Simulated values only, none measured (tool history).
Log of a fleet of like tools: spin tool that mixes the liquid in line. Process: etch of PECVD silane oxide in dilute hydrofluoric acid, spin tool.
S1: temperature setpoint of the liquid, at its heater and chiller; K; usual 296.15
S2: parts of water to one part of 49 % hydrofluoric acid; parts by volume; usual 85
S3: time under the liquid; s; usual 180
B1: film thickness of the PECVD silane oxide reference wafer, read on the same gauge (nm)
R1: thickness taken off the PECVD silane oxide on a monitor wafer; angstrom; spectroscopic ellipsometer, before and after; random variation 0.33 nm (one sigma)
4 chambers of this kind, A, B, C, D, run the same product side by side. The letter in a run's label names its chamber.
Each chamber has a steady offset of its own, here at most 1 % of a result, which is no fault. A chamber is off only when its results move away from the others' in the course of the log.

| run | hour | S1 | S2 | S3 | B1 | R1 |
|---|---|---|---|---|---|---|
| 1C | 7 | 296.15 | 85 | 180 | 40 | 543.56 |
| 2D | 13.3 | 296.15 | 85 | 180 | 40.002 | 547.2 |
| 3A | 21.3 | 296.15 | 85 | 180 | 40.011 | 552.59 |
| 4B | 29.7 | 296.15 | 85 | 180 | 39.991 | 550.78 |
| 5B | 35.3 | 296.15 | 85 | 180 | 39.991 | 553.37 |
| 6C | 45.7 | 296.15 | 85 | 180 | 40.009 | 548.49 |
| 7A | 54.7 | 296.15 | 85 | 180 | 40 | 546.87 |
|  | 55.1 | chamber D: hydrofluoric acid flow meter replaced |
| 8D | 61.5 | 296.15 | 85 | 180 | 39.989 | 542.97 |
| 9C | 67.4 | 296.15 | 85 | 180 | 40.018 | 550.12 |
| 10D | 80.1 | 296.15 | 85 | 180 | 39.998 | 544.88 |
|  | 82.4 | chamber B: hydrofluoric acid flow meter replaced |
| 11A | 92.5 | 296.15 | 85 | 180 | 39.977 | 550.57 |
| 12B | 99.6 | 299.15 | 85 | 180 | 40.007 | 619.87 |
| 13A | 109.6 | 299.15 | 85 | 180 | 40.009 | 613.47 |
| 14C | 116.9 | 299.15 | 85 | 180 | 39.983 | 619.84 |
| 15D | 127.7 | 299.15 | 85 | 180 | 40.006 | 613.85 |
| 16B | 133.2 | 296.15 | 85 | 180 | 40.017 | 553.38 |
| 17B | 144.3 | 296.15 | 85 | 180 | 40.006 | 555.54 |
| 18C | 150.8 | 296.15 | 85 | 180 | 39.989 | 543.66 |
| 19A | 163.3 | 296.15 | 85 | 180 | 39.994 | 536.47 |
| 20D | 170.6 | 293.15 | 85 | 180 | 39.987 | 480.83 |
| 21D | 181.7 | 293.15 | 85 | 180 | 39.988 | 485.1 |
| 22C | 187.7 | 293.15 | 85 | 180 | 40.004 | 485.17 |
| 23B | 193.9 | 293.15 | 85 | 180 | 40.019 | 486.58 |
| 24A | 201.7 | 296.15 | 85 | 180 | 40.003 | 537.35 |
| 25D | 213.3 | 296.15 | 85 | 180 | 39.993 | 555.89 |
| 26C | 222.4 | 296.15 | 85 | 180 | 40.011 | 549.58 |
| 27A | 231.2 | 296.15 | 85 | 180 | 40.023 | 533.32 |

Is one chamber off against the others, does the gauge drift, or is nothing wrong? If a chamber is off, say which, and what the likeliest cause is.

Chamber A drifts away from the others.
Cause: liquid colder than its thermometer reads (K) = 0.82.
The log may not tell that from: hydrofluoric acid flow below the setpoint (%).

Here are 4 candidates for chamber A's next run, each the usual settings with a change, their results left as question marks. Which one brings its results back in line with what the others give on the usual settings?
In line means no further than this from the other chambers' mean on the usual settings: R1 12 angstrom
| 28A-1 | 240.3 | 296.15 | 80 | 180 |  | ? |
| 28A-2 | 240.3 | 296.15 | 90 | 180 |  | ? |
| 28A-3 | 240.3 | 296.15 | 85 | 185 |  | ? |
| 28A-4 | 240.3 | 296.15 | 85 | 175 |  | ? |

The other chambers' mean on the usual settings: R1 549.75 angstrom
| run | R1 |
|---|---|
| 28A-1 | 569.59 |
| 28A-2 | 500.24 |
| 28A-3 | 547.65 |
| 28A-4 | 518.05 |
28A-3 brings the chamber back in line.
